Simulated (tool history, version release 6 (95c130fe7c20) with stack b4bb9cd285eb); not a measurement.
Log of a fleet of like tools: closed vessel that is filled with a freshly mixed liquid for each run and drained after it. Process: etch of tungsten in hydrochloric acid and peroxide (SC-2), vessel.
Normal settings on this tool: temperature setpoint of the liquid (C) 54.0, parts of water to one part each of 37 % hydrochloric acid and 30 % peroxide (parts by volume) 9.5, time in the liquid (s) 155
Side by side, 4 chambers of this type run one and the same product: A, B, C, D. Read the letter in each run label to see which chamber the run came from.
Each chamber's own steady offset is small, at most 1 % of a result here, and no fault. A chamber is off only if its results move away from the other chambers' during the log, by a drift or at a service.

| run | hour | temperature setpoint of the liquid (C) | parts of water to one part each of 37 % hydrochloric acid and 30 % peroxide (parts by volume) | time in the liquid (s) | read-back film thickness of the tungsten reference wafer, read on the same gauge (nm) | thickness taken off the tungsten on a monitor wafer (nm) |
|---|---|---|---|---|---|---|
| 1A | 4.1 | 54.0 | 9.5 | 155 | 120.01 | 50.416 |
| 2D | 8.6 | 54.0 | 9.5 | 155 | 120.00 | 51.242 |
| 3B | 14.6 | 54.0 | 9.5 | 155 | 120.00 | 51.258 |
| 4C | 19.5 | 54.0 | 9.5 | 155 | 120.01 | 51.152 |
|  | 24.7 | chamber C: new drum of peroxide connected |
| 5A | 26.2 | 54.0 | 9.5 | 155 | 120.00 | 50.315 |
| 6C | 29.9 | 54.0 | 9.5 | 155 | 120.01 | 50.954 |
| 7B | 34.4 | 54.0 | 9.5 | 155 | 119.96 | 51.235 |
| 8D | 39.9 | 54.0 | 6.0 | 155 | 120.00 | 74.451 |
| 9C | 44.2 | 54.0 | 6.0 | 155 | 119.99 | 73.437 |
| 10B | 49.7 | 54.0 | 6.0 | 155 | 120.00 | 73.206 |
| 11A | 54.9 | 54.0 | 6.0 | 155 | 120.00 | 73.189 |
| 12D | 59.1 | 54.0 | 9.5 | 155 | 120.00 | 51.302 |
| 13A | 65.0 | 54.0 | 9.5 | 155 | 119.99 | 50.567 |
| 14D | 69.4 | 54.0 | 9.5 | 155 | 120.00 | 51.352 |
| 15B | 76.7 | 54.0 | 9.5 | 155 | 120.01 | 52.031 |
| 16C | 81.5 | 54.0 | 9.5 | 155 | 120.00 | 50.597 |
| 17A | 87.8 | 54.0 | 7.5 | 155 | 120.01 | 61.066 |
| 18B | 93.0 | 54.0 | 7.5 | 155 | 119.99 | 62.868 |
| 19C | 99.6 | 54.0 | 7.5 | 155 | 119.97 | 62.189 |
| 20D | 106.8 | 54.0 | 7.5 | 155 | 120.01 | 62.528 |
| 21B | 112.0 | 54.0 | 9.5 | 155 | 120.02 | 51.910 |
| 22A | 118.7 | 54.0 | 9.5 | 70 | 120.00 | 23.033 |
| 23D | 124.3 | 54.0 | 9.5 | 70 | 120.01 | 22.928 |
| 24C | 127.6 | 54.0 | 9.5 | 70 | 120.00 | 23.081 |
| 25A | 132.6 | 54.0 | 9.5 | 70 | 119.98 | 22.820 |
| 26D | 138.5 | 54.0 | 9.5 | 155 | 120.00 | 51.712 |
| 27C | 143.4 | 54.0 | 9.5 | 155 | 120.00 | 51.330 |
| 28B | 150.8 | 54.0 | 9.5 | 155 | 119.99 | 52.628 |
| 29D | 156.3 | 54.0 | 5.0 | 100 | 120.00 | 54.791 |
| 30C | 162.3 | 54.0 | 5.0 | 100 | 120.00 | 54.456 |
| 31A | 169.2 | 54.0 | 5.0 | 100 | 120.03 | 53.264 |
| 32B | 173.4 | 54.0 | 5.0 | 100 | 119.99 | 55.675 |
| 33C | 179.0 | 54.0 | 9.5 | 155 | 120.00 | 51.429 |
| 34B | 184.0 | 45.5 | 7.5 | 155 | 119.98 | 36.861 |
| 35D | 188.1 | 45.5 | 7.5 | 155 | 120.00 | 35.383 |
| 36A | 193.5 | 45.5 | 7.5 | 155 | 119.98 | 34.976 |
| 37A | 200.5 | 45.5 | 7.5 | 155 | 120.04 | 34.421 |
| 38D | 205.6 | 54.0 | 9.5 | 155 | 120.00 | 51.570 |
| 39B | 213.1 | 54.0 | 9.5 | 155 | 120.00 | 53.704 |
| 40C | 217.8 | 54.0 | 9.5 | 155 | 120.02 | 51.270 |

What goes on in this fleet: one chamber off, a drifting gauge, or nothing beyond the chambers' own small offsets? Name the chamber and the cause, if any.

Chamber B drifts away from the others.
Cause: liquid hotter than its thermometer reads (K) = 0.75.
The log may not tell that from: chemicals flow above the setpoint (%).

Below are 4 candidate recipes for chamber B's next run, each the usual settings with a change, their results shown as question marks. Which of them brings B's results back in line with what the other chambers give on the usual settings?
To be in line, a result may differ from the other chambers' mean on the usual settings by at most: thickness taken off the tungsten on a monitor wafer (nm) 1.000
| 41B-1 | 223.3 | 52.5 | 9.5 | 155 |  | ? |
| 41B-2 | 223.3 | 53.5 | 9.5 | 150 |  | ? |
| 41B-3 | 223.3 | 54.0 | 9.5 | 165 |  | ? |
| 41B-4 | 223.3 | 55.5 | 9.5 | 155 |  | ? |

Usual-settings mean across the other chambers: thickness taken off the tungsten on a monitor wafer (nm) 50.976
| run | thickness taken off the tungsten on a monitor wafer (nm) |
|---|---|
| 41B-1 | 48.798 |
| 41B-2 | 50.371 |
| 41B-3 | 57.234 |
| 41B-4 | 59.186 |
The answer is 41B-2, which returns the chamber to within the allowed miss of the others.

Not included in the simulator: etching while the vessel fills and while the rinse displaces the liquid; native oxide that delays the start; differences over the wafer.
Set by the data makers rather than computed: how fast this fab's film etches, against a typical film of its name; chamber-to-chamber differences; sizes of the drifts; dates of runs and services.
